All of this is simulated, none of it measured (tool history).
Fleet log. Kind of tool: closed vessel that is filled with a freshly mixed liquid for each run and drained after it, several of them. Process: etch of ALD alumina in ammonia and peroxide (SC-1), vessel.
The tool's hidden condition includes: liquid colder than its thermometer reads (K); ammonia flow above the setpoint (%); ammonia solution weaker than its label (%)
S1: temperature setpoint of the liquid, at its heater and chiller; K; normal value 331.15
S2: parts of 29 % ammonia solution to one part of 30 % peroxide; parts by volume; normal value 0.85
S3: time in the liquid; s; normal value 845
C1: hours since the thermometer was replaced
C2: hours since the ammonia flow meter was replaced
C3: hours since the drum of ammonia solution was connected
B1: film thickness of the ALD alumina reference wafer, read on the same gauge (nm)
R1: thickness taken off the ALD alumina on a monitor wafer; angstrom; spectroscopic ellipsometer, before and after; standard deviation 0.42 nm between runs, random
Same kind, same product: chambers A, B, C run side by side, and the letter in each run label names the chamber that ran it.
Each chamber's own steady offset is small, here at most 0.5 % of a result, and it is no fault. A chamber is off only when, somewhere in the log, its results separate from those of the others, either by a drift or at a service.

run 1A hour=4.1 | S1=331.15 S2=0.85 S3=845 | C1=721.1 C2=706.6 C3=173.3 | B1=79.984 | R1=551.77
run 2B hour=12.2 | S1=331.15 S2=0.85 S3=845 | C1=481.3 C2=229.1 C3=294.6 | B1=79.979 | R1=547.25
run 3C hour=19 | S1=331.15 S2=0.85 S3=845 | C1=1205.7 C2=373.7 C3=632.3 | B1=79.98 | R1=546.31
run 4A hour=23 | S1=331.15 S2=0.85 S3=845 | C1=740 C2=725.5 C3=192.2 | B1=80.002 | R1=554.3
run 5C hour=28.4 | S1=331.15 S2=0.85 S3=845 | C1=1215.1 C2=383.1 C3=641.7 | B1=80.006 | R1=551.7
run 6B hour=33.6 | S1=331.15 S2=0.85 S3=845 | C1=502.7 C2=250.5 C3=316 | B1=80.031 | R1=539.72
run 7C hour=38.7 | S1=331.15 S2=0.85 S3=845 | C1=1225.4 C2=393.4 C3=652 | B1=80.038 | R1=544.56
run 8B hour=47.3 | S1=331.15 S2=0.85 S3=845 | C1=516.4 C2=264.2 C3=329.7 | B1=79.997 | R1=546.77
run 9A hour=52.8 | S1=331.15 S2=0.85 S3=845 | C1=769.8 C2=755.3 C3=222 | B1=80.009 | R1=551.75
run 10B hour=60.2 | S1=331.15 S2=0.85 S3=845 | C1=529.3 C2=277.1 C3=342.6 | B1=80.003 | R1=548.55
run 11A hour=67 | S1=339.65 S2=0.45 S3=845 | C1=784 C2=769.5 C3=236.2 | B1=80.021 | R1=797.06
run 12C hour=71.5 | S1=339.65 S2=0.45 S3=845 | C1=1258.2 C2=426.2 C3=684.8 | B1=79.982 | R1=796.46
run 13B hour=79.9 | S1=339.65 S2=0.45 S3=845 | C1=549 C2=296.8 C3=362.3 | B1=80.031 | R1=795.12
run 14C hour=86.4 | S1=331.15 S2=0.85 S3=845 | C1=1273.1 C2=441.1 C3=699.7 | B1=79.973 | R1=541.23
run 15A hour=94.3 | S1=331.15 S2=0.85 S3=845 | C1=811.3 C2=796.8 C3=263.5 | B1=79.988 | R1=554.12
-- hour=95.6 chamber C: new drum of ammonia solution connected
run 16B hour=98.3 | S1=331.15 S2=0.85 S3=845 | C1=567.4 C2=315.2 C3=380.7 | B1=79.997 | R1=543.03
run 17C hour=104.1 | S1=331.15 S2=0.85 S3=845 | C1=1290.8 C2=458.8 C3=8.6 | B1=79.991 | R1=531.9
run 18A hour=112 | S1=331.15 S2=0.85 S3=845 | C1=829 C2=814.5 C3=281.2 | B1=79.991 | R1=553.54
run 19A hour=117.6 | S1=331.15 S2=0.85 S3=845 | C1=834.6 C2=820.1 C3=286.8 | B1=80.009 | R1=556.21
run 20B hour=122.3 | S1=331.15 S2=0.85 S3=845 | C1=591.4 C2=339.2 C3=404.7 | B1=79.989 | R1=546.69
run 21C hour=130.3 | S1=331.15 S2=0.85 S3=585 | C1=1317 C2=485 C3=34.8 | B1=80.009 | R1=370.64
-- hour=134.9 chamber A: thermometer replaced
run 22B hour=138.2 | S1=331.15 S2=0.85 S3=585 | C1=607.3 C2=355.1 C3=420.6 | B1=79.983 | R1=374.67
run 23A hour=146.8 | S1=331.15 S2=0.85 S3=585 | C1=11.9 C2=849.3 C3=316 | B1=80.056 | R1=380.69
run 24C hour=155.3 | S1=331.15 S2=0.85 S3=845 | C1=1342 C2=510 C3=59.8 | B1=80.004 | R1=520.07
run 25C hour=162.1 | S1=331.15 S2=0.85 S3=1075 | C1=1348.8 C2=516.8 C3=66.6 | B1=80.033 | R1=671.86

All 3 chambers run these settings next. Forecast each chamber's results:
run 26A hour=168.7 | S1=331.15 S2=0.85 S3=845 | R1=?
run 26B hour=168.7 | S1=331.15 S2=0.85 S3=845 | R1=?
run 26C hour=168.7 | S1=331.15 S2=0.85 S3=845 | R1=?

run=26A R1=550.7
run=26B R1=550.92
run=26C R1=519.01
